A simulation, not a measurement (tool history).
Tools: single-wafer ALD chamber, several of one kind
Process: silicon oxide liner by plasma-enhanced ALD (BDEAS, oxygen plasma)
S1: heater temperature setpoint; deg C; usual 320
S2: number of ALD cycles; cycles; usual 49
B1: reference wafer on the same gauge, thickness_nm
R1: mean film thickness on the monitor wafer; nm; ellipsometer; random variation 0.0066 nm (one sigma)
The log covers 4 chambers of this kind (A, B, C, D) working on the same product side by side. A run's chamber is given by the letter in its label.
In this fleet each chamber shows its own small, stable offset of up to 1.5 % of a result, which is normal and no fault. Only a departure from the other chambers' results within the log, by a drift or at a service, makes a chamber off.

run	hour	S1	S2	B1	R1
1A	4.9	320	49	4.9681	4.4486
2C	9.5	320	49	4.9665	4.3902
3D	13.6	320	49	4.9684	4.4188
4B	19.4	320	49	4.9668	4.4026
5D	25.9	320	49	4.9652	4.4278
6B	32.7	320	49	4.9635	4.4055
7C	39.5	306	53	4.9611	4.8267
8A	45.2	306	53	4.9611	4.9014
9C	50.8	306	53	4.9590	4.8397
10D	55.6	306	53	4.9613	4.8772
# hour 56.4: chamber A: thermocouple changed; heater temperature recalibrated
11A	60.5	320	49	4.9590	4.4279
12B	64.7	320	49	4.9579	4.3987
13D	69.7	320	49	4.9575	4.4132
14B	73.9	315	56	4.9575	5.0657
15A	81.3	315	56	4.9543	5.0972
16C	87.4	315	56	4.9529	5.0288
17A	94.8	315	56	4.9531	5.0968
18D	99.1	320	49	4.9512	4.4094
19B	103.9	320	49	4.9489	4.3870
20C	108.2	320	49	4.9517	4.3662
21D	112.9	320	49	4.9484	4.4054
22A	116.9	320	49	4.9495	4.4169
23B	120.1	320	49	4.9486	4.3978
24C	126.5	320	49	4.9464	4.3541
25A	129.8	320	49	4.9445	4.4240
26B	134.0	320	49	4.9453	4.4015
27C	139.1	320	49	4.9441	4.3630
28D	143.2	320	49	4.9425	4.4047
29C	148.8	320	49	4.9431	4.3670
30D	152.6	320	49	4.9421	4.3963
31B	160.0	320	49	4.9388	4.3721

Has any chamber moved away from the others, gradually or after a service, or does the common gauge drift, or do the chambers differ only by their own small steady offsets? State the chamber and the most likely cause if one applies.

The gauge drifts, so all chambers seem to drift together. No chamber is off.
What lies behind it: gauge reads low (%) = 0.611.
